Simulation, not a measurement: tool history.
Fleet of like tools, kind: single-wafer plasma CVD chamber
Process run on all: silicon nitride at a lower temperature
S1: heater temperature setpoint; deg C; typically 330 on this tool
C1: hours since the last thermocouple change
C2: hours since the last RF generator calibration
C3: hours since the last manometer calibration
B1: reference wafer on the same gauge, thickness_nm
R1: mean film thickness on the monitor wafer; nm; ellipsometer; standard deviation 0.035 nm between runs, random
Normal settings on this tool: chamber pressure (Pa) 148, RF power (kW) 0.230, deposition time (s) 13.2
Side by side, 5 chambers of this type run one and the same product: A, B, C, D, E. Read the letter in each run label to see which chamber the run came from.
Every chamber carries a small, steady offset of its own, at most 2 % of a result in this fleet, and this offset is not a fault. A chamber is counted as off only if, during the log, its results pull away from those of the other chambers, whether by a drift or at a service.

{"run": "1E", "day": 0.088, "S1": 330, "chamber pressure (Pa)": 148, "RF power (kW)": 0.23, "deposition time (s)": 13.2, "C1": 1037.2, "C2": 775.1, "C3": 1775.7, "B1": 10.802, "R1": 11.723}
{"run": "2A", "day": 0.175, "S1": 330, "chamber pressure (Pa)": 148, "RF power (kW)": 0.23, "deposition time (s)": 13.2, "C1": 1301.7, "C2": 1317.2, "C3": 1509.1, "B1": 10.811, "R1": 11.489}
{"run": "3D", "day": 0.342, "S1": 330, "chamber pressure (Pa)": 148, "RF power (kW)": 0.23, "deposition time (s)": 13.2, "C1": 2678.5, "C2": 228.1, "C3": 411.1, "B1": 10.804, "R1": 11.783}
{"run": "4B", "day": 0.512, "S1": 330, "chamber pressure (Pa)": 148, "RF power (kW)": 0.23, "deposition time (s)": 13.2, "C1": 1424.7, "C2": 615.7, "C3": 469.3, "B1": 10.798, "R1": 11.687}
{"run": "5C", "day": 0.592, "S1": 330, "chamber pressure (Pa)": 148, "RF power (kW)": 0.23, "deposition time (s)": 13.2, "C1": 1826.3, "C2": 890.8, "C3": 148.6, "B1": 10.798, "R1": 11.696}
{"run": "6E", "day": 0.708, "S1": 330, "chamber pressure (Pa)": 148, "RF power (kW)": 0.23, "deposition time (s)": 13.2, "C1": 1052.1, "C2": 790.0, "C3": 1790.6, "B1": 10.793, "R1": 11.742}
{"run": "7A", "day": 0.808, "S1": 330, "chamber pressure (Pa)": 148, "RF power (kW)": 0.23, "deposition time (s)": 13.2, "C1": 1316.9, "C2": 1332.4, "C3": 1524.3, "B1": 10.803, "R1": 11.502}
{"run": "8B", "day": 0.904, "S1": 330, "chamber pressure (Pa)": 148, "RF power (kW)": 0.23, "deposition time (s)": 13.2, "C1": 1434.1, "C2": 625.1, "C3": 478.7, "B1": 10.799, "R1": 11.728}
{"run": "9D", "day": 1.067, "S1": 330, "chamber pressure (Pa)": 148, "RF power (kW)": 0.23, "deposition time (s)": 13.2, "C1": 2695.9, "C2": 245.5, "C3": 428.5, "B1": 10.788, "R1": 11.779}
{"run": "10C", "day": 1.196, "S1": 330, "chamber pressure (Pa)": 148, "RF power (kW)": 0.23, "deposition time (s)": 13.2, "C1": 1840.8, "C2": 905.3, "C3": 163.1, "B1": 10.8, "R1": 11.708}
{"run": "11A", "day": 1.288, "S1": 330, "chamber pressure (Pa)": 148, "RF power (kW)": 0.23, "deposition time (s)": 13.2, "C1": 1328.4, "C2": 1343.9, "C3": 1535.8, "B1": 10.809, "R1": 11.474}
{"run": "12C", "day": 1.442, "S1": 330, "chamber pressure (Pa)": 148, "RF power (kW)": 0.23, "deposition time (s)": 13.2, "C1": 1846.7, "C2": 911.2, "C3": 169.0, "B1": 10.794, "R1": 11.661}
{"run": "13E", "day": 1.546, "S1": 330, "chamber pressure (Pa)": 148, "RF power (kW)": 0.23, "deposition time (s)": 13.2, "C1": 1072.2, "C2": 810.1, "C3": 1810.7, "B1": 10.794, "R1": 11.758}
{"run": "14B", "day": 1.667, "S1": 330, "chamber pressure (Pa)": 148, "RF power (kW)": 0.23, "deposition time (s)": 13.2, "C1": 1452.4, "C2": 643.4, "C3": 497.0, "B1": 10.8, "R1": 11.715}
{"run": "15D", "day": 1.75, "S1": 318, "chamber pressure (Pa)": 148, "RF power (kW)": 0.2, "deposition time (s)": 13.2, "C1": 2712.3, "C2": 261.9, "C3": 444.9, "B1": 10.803, "R1": 10.718}
{"run": "16D", "day": 1.85, "S1": 318, "chamber pressure (Pa)": 148, "RF power (kW)": 0.2, "deposition time (s)": 13.2, "C1": 2714.7, "C2": 264.3, "C3": 447.3, "B1": 10.8, "R1": 10.679}
{"run": "17A", "day": 2.004, "S1": 318, "chamber pressure (Pa)": 148, "RF power (kW)": 0.2, "deposition time (s)": 13.2, "C1": 1345.6, "C2": 1361.1, "C3": 1553.0, "B1": 10.792, "R1": 10.445}
{"run": "18E", "day": 2.158, "S1": 318, "chamber pressure (Pa)": 148, "RF power (kW)": 0.2, "deposition time (s)": 13.2, "C1": 1086.9, "C2": 824.8, "C3": 1825.4, "B1": 10.8, "R1": 10.602}
{"run": "19C", "day": 2.329, "S1": 318, "chamber pressure (Pa)": 148, "RF power (kW)": 0.2, "deposition time (s)": 13.2, "C1": 1868.0, "C2": 932.5, "C3": 190.3, "B1": 10.799, "R1": 10.614}
{"run": "20B", "day": 2.412, "S1": 330, "chamber pressure (Pa)": 148, "RF power (kW)": 0.23, "deposition time (s)": 13.2, "C1": 1470.3, "C2": 661.3, "C3": 514.9, "B1": 10.795, "R1": 11.712}
{"run": "21D", "day": 2.579, "S1": 330, "chamber pressure (Pa)": 148, "RF power (kW)": 0.23, "deposition time (s)": 13.2, "C1": 2732.2, "C2": 281.8, "C3": 464.8, "B1": 10.789, "R1": 11.78}
{"run": "22C", "day": 2.717, "S1": 340, "chamber pressure (Pa)": 148, "RF power (kW)": 0.23, "deposition time (s)": 14.9, "C1": 1877.3, "C2": 941.8, "C3": 199.6, "B1": 10.796, "R1": 13.186}
{"run": "23A", "day": 2.821, "S1": 340, "chamber pressure (Pa)": 148, "RF power (kW)": 0.23, "deposition time (s)": 14.9, "C1": 1365.2, "C2": 1380.7, "C3": 1572.6, "B1": 10.794, "R1": 12.978}
{"run": "24B", "day": 2.971, "S1": 340, "chamber pressure (Pa)": 148, "RF power (kW)": 0.23, "deposition time (s)": 14.9, "C1": 1483.7, "C2": 674.7, "C3": 528.3, "B1": 10.809, "R1": 13.139}
{"run": "25E", "day": 3.104, "S1": 340, "chamber pressure (Pa)": 148, "RF power (kW)": 0.23, "deposition time (s)": 14.9, "C1": 1109.6, "C2": 847.5, "C3": 1848.1, "B1": 10.796, "R1": 13.201}
{"run": "26E", "day": 3.188, "S1": 340, "chamber pressure (Pa)": 148, "RF power (kW)": 0.23, "deposition time (s)": 14.9, "C1": 1111.6, "C2": 849.5, "C3": 1850.1, "B1": 10.792, "R1": 13.172}
{"run": "27C", "day": 3.346, "S1": 323, "chamber pressure (Pa)": 148, "RF power (kW)": 0.23, "deposition time (s)": 13.2, "C1": 1892.4, "C2": 956.9, "C3": 214.7, "B1": 10.799, "R1": 11.708}
{"run": "28D", "day": 3.512, "S1": 323, "chamber pressure (Pa)": 148, "RF power (kW)": 0.23, "deposition time (s)": 13.2, "C1": 2754.6, "C2": 304.2, "C3": 487.2, "B1": 10.798, "R1": 11.833}
{"run": "29B", "day": 3.671, "S1": 323, "chamber pressure (Pa)": 148, "RF power (kW)": 0.23, "deposition time (s)": 13.2, "C1": 1500.5, "C2": 691.5, "C3": 545.1, "B1": 10.803, "R1": 11.77}
{"run": "30A", "day": 3.754, "S1": 323, "chamber pressure (Pa)": 148, "RF power (kW)": 0.23, "deposition time (s)": 13.2, "C1": 1387.6, "C2": 1403.1, "C3": 1595.0, "B1": 10.795, "R1": 11.59}
{"run": "31E", "day": 3.917, "S1": 323, "chamber pressure (Pa)": 148, "RF power (kW)": 0.23, "deposition time (s)": 13.2, "C1": 1129.1, "C2": 867.0, "C3": 1867.6, "B1": 10.799, "R1": 11.79}
{"run": "32A", "day": 4.042, "S1": 330, "chamber pressure (Pa)": 148, "RF power (kW)": 0.23, "deposition time (s)": 13.2, "C1": 1394.5, "C2": 1410.0, "C3": 1601.9, "B1": 10.803, "R1": 11.517}
{"run": "33B", "day": 4.146, "S1": 330, "chamber pressure (Pa)": 148, "RF power (kW)": 0.23, "deposition time (s)": 13.2, "C1": 1511.9, "C2": 702.9, "C3": 556.5, "B1": 10.794, "R1": 11.648}

Does one chamber stand apart from the rest, does the shared gauge drift, or is all well apart from small per-chamber offsets? Give the chamber and the most likely cause, where there is one.

Neither any chamber nor the gauge drifts; the chambers differ only by their own small, steady offsets.
